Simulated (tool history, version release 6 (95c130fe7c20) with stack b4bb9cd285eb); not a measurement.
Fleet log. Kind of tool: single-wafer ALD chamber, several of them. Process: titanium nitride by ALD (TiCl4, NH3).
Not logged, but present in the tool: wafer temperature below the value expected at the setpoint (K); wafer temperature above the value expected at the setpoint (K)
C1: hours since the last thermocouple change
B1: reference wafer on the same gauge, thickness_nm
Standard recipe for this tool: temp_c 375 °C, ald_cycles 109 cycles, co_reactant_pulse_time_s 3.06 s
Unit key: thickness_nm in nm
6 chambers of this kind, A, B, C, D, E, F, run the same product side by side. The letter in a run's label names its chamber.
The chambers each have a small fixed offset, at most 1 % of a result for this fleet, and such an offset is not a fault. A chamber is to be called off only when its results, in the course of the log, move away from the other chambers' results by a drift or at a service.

Run 1D, day 0.242: usual settings; C1 346.7; B1 2.5895. Result: thickness_nm 2.3971 nm.
Run 2A, day 0.517: usual settings; C1 750.4; B1 2.5881. Result: thickness_nm 2.4042 nm.
Run 3B, day 0.808: usual settings; C1 318.4; B1 2.5877. Result: thickness_nm 2.4195 nm.
Run 4E, day 0.967: usual settings; C1 1587; B1 2.5875. Result: thickness_nm 2.4316 nm.
Run 5F, day 1.104: usual settings; C1 216.8; B1 2.5913. Result: thickness_nm 2.4287 nm.
Run 6C, day 1.383: usual settings; C1 1002.2; B1 2.5911. Result: thickness_nm 2.4068 nm.
Run 7E, day 1.629: usual settings; C1 1602.9; B1 2.5892. Result: thickness_nm 2.4052 nm.
Run 8A, day 1.767: usual settings but temp_c 383 °C; C1 780.4; B1 2.5911. Result: thickness_nm 2.4049 nm.
Run 9C, day 2.008: usual settings but temp_c 383 °C; C1 1017.2; B1 2.5878. Result: thickness_nm 2.4331 nm.
Run 10F, day 2.3: usual settings but temp_c 383 °C; C1 245.5; B1 2.591. Result: thickness_nm 2.4481 nm.
Run 11D, day 2.5: usual settings but temp_c 383 °C; C1 400.9; B1 2.5889. Result: thickness_nm 2.4121 nm.
Run 12B, day 2.792: usual settings but temp_c 383 °C; C1 366; B1 2.5918. Result: thickness_nm 2.4259 nm.
Run 13E, day 2.938: usual settings but temp_c 383 °C; C1 1634.3; B1 2.5868. Result: thickness_nm 2.4054 nm.
Run 14C, day 3.146: usual settings; C1 1044.5; B1 2.5923. Result: thickness_nm 2.4073 nm.
Run 15A, day 3.362: usual settings; C1 818.7; B1 2.5906. Result: thickness_nm 2.3862 nm.
Run 16B, day 3.567: usual settings; C1 384.6; B1 2.5909. Result: thickness_nm 2.3946 nm.
Run 17D, day 3.85: usual settings; C1 433.3; B1 2.5856. Result: thickness_nm 2.4129 nm.
Run 18F, day 3.988: usual settings; C1 286; B1 2.5897. Result: thickness_nm 2.4279 nm.
Run 19C, day 4.288: usual settings; C1 1071.9; B1 2.5907. Result: thickness_nm 2.4425 nm.
Run 20D, day 4.425: usual settings but temp_c 370 °C, ald_cycles 100 cycles; C1 447.1; B1 2.592. Result: thickness_nm 2.1786 nm.
Run 21F, day 4.667: usual settings but temp_c 370 °C, ald_cycles 100 cycles; C1 302.3; B1 2.5879. Result: thickness_nm 2.2018 nm.
Run 22A, day 4.838: usual settings but temp_c 370 °C, ald_cycles 100 cycles; C1 854.1; B1 2.5869. Result: thickness_nm 2.181 nm.
Run 23E, day 5.017: usual settings but temp_c 370 °C, ald_cycles 100 cycles; C1 1684.2; B1 2.5868. Result: thickness_nm 2.1974 nm.
Run 24B, day 5.258: usual settings but temp_c 370 °C, ald_cycles 100 cycles; C1 425.2; B1 2.5859. Result: thickness_nm 2.1705 nm.
Run 25C, day 5.504: usual settings but temp_c 370 °C, ald_cycles 100 cycles; C1 1101.1; B1 2.5901. Result: thickness_nm 2.2099 nm.
Run 26D, day 5.8: usual settings; C1 480.1; B1 2.5892. Result: thickness_nm 2.4103 nm.
Run 27A, day 5.95: usual settings; C1 880.8; B1 2.5902. Result: thickness_nm 2.3893 nm.
Run 28B, day 6.2: usual settings; C1 447.8; B1 2.5909. Result: thickness_nm 2.4123 nm.
Run 29E, day 6.392: usual settings; C1 1717.2; B1 2.5865. Result: thickness_nm 2.4253 nm.
Run 30F, day 6.688: usual settings; C1 350.8; B1 2.5921. Result: thickness_nm 2.4183 nm.
Run 31D, day 6.921: usual settings; C1 507; B1 2.5936. Result: thickness_nm 2.3953 nm.
Run 32C, day 7.075: usual settings; C1 1138.8; B1 2.591. Result: thickness_nm 2.4043 nm.
Run 33F, day 7.388: usual settings; C1 367.6; B1 2.5921. Result: thickness_nm 2.4263 nm.
Run 34B, day 7.625: usual settings but co_reactant_pulse_time_s 3.95 s; C1 482; B1 2.5875. Result: thickness_nm 2.4299 nm.
Run 35E, day 7.846: usual settings but co_reactant_pulse_time_s 3.95 s; C1 1752.1; B1 2.5882. Result: thickness_nm 2.4465 nm.
Run 36A, day 8.108: usual settings but co_reactant_pulse_time_s 3.95 s; C1 932.6; B1 2.5905. Result: thickness_nm 2.4153 nm.
Run 37C, day 8.312: usual settings but co_reactant_pulse_time_s 3.95 s; C1 1168.5; B1 2.5898. Result: thickness_nm 2.4373 nm.
Run 38D, day 8.479: usual settings but co_reactant_pulse_time_s 3.95 s; C1 544.4; B1 2.59. Result: thickness_nm 2.4203 nm.
Run 39B, day 8.788: usual settings but co_reactant_pulse_time_s 3.95 s; C1 509.9; B1 2.5905. Result: thickness_nm 2.4381 nm.
Run 40F, day 9.004: usual settings; C1 406.4; B1 2.5899. Result: thickness_nm 2.4351 nm.

Each of the 6 chambers runs these same settings next. Fill in every chamber's results:
Run 41A, day 9.225: usual settings but temp_c 382 °C. Result: thickness_nm ?.
Run 41B, day 9.225: usual settings but temp_c 382 °C. Result: thickness_nm ?.
Run 41C, day 9.225: usual settings but temp_c 382 °C. Result: thickness_nm ?.
Run 41D, day 9.225: usual settings but temp_c 382 °C. Result: thickness_nm ?.
Run 41E, day 9.225: usual settings but temp_c 382 °C. Result: thickness_nm ?.
Run 41F, day 9.225: usual settings but temp_c 382 °C. Result: thickness_nm ?.

run  thickness_nm
41A        2.4151
41B         2.414
41C        2.4294
41D        2.4185
41E        2.4396
41F        2.4221

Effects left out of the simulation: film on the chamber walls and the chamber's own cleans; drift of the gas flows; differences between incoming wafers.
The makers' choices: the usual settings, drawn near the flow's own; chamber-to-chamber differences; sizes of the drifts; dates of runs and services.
